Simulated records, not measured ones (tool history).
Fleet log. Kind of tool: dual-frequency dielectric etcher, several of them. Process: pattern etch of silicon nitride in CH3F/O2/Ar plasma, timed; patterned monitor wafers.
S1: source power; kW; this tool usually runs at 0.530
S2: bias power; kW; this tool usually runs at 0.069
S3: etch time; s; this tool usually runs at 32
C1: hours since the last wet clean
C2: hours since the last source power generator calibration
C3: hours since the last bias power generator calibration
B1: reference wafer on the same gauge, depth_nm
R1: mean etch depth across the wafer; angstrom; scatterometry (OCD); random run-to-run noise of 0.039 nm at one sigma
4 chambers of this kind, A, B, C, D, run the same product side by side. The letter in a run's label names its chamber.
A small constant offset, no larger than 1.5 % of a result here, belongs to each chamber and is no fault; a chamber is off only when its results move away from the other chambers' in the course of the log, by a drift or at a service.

run     day     S1     S2  S3     C1      C2      C3      B1      R1
 1C   0.358  0.530  0.069  32   79.8  1741.8  3461.2  27.515  242.90
 2D   0.767  0.530  0.069  32  579.9   112.7  2087.3  27.507  248.10
 3B   1.079  0.530  0.069  32  106.6   842.8  1781.1  27.506  243.52
 4A   1.367  0.530  0.069  32  113.6  2223.8   290.2  27.518  242.83
 5C   1.750  0.530  0.069  32  113.2  1775.2  3494.6  27.515  242.94
 6B   2.329  0.530  0.069  32  136.6   872.8  1811.1  27.530  243.90
      2.458  -- chamber D: wet clean of the chamber
 7D   2.875  0.530  0.069  32   10.0   163.3  2137.9  27.523  248.29
 8A   3.279  0.530  0.069  32  159.5  2269.7   336.1  27.542  242.18
 9A   3.875  0.530  0.069  32  173.8  2284.0   350.4  27.545  242.30
10D   4.421  0.530  0.069  32   47.1   200.4  2175.0  27.555  248.67
11B   4.825  0.420  0.069  23  196.5   932.7  1871.0  27.559  160.07
12C   5.183  0.420  0.069  23  195.6  1857.6  3577.0  27.556  160.72
13A   5.529  0.420  0.069  23  213.5  2323.7   390.1  27.569  159.54
14C   5.962  0.420  0.069  23  214.3  1876.3  3595.7  27.586  160.38
      6.288  -- chamber D: bias power generator calibrated
15D   6.450  0.530  0.069  32   95.8   249.1     3.9  27.578  249.15
16B   7.062  0.530  0.069  32  250.2   986.4  1924.7  27.582  243.75
17D   7.508  0.530  0.069  32  121.2   274.5    29.3  27.577  249.26
18A   7.988  0.530  0.069  32  272.5  2382.7   449.1  27.593  242.71
19C   8.488  0.530  0.069  32  274.9  1936.9  3656.3  27.600  244.79
20B   8.929  0.530  0.069  32  295.0  1031.2  1969.5  27.603  244.20
21B   9.312  0.530  0.069  32  304.2  1040.4  1978.7  27.616  243.57
22A   9.888  0.530  0.069  32  318.1  2428.3   494.7  27.617  243.24
23D  10.212  0.530  0.083  27  186.1   339.4    94.2  27.619  224.30
24C  10.625  0.530  0.083  27  326.2  1988.2  3707.6  27.626  219.18
25B  10.908  0.530  0.083  27  342.5  1078.7  2017.0  27.624  219.35
26A  11.179  0.530  0.083  27  349.1  2459.3   525.7  27.627  218.88
27C  11.675  0.530  0.069  32  351.4  2013.4  3732.8  27.649  244.13
28D  12.042  0.530  0.069  32  230.0   383.3   138.1  27.657  248.82
29B  12.529  0.530  0.069  32  381.4  1117.6  2055.9  27.646  244.02
     12.658  -- chamber A: source power generator calibrated
30D  12.908  0.530  0.069  36  250.8   404.1   158.9  27.641  280.53
31C  13.308  0.530  0.069  36  390.6  2052.6  3772.0  27.655  275.71
32A  13.579  0.530  0.069  36  406.7    22.2   583.3  27.675  274.74
33C  14.154  0.530  0.069  36  410.9  2072.9  3792.3  27.660  275.22
34D  14.467  0.530  0.069  32  288.2   441.5   196.3  27.675  249.90

For the next run the whole fleet of 4 chambers uses the same settings. Give each chamber's results:
35A  14.908  0.600  0.069  32                   ?
35B  14.908  0.600  0.069  32                   ?
35C  14.908  0.600  0.069  32                   ?
35D  14.908  0.600  0.069  32                   ?

run      R1
35A  256.25
35B  256.44
35C  255.75
35D  261.12

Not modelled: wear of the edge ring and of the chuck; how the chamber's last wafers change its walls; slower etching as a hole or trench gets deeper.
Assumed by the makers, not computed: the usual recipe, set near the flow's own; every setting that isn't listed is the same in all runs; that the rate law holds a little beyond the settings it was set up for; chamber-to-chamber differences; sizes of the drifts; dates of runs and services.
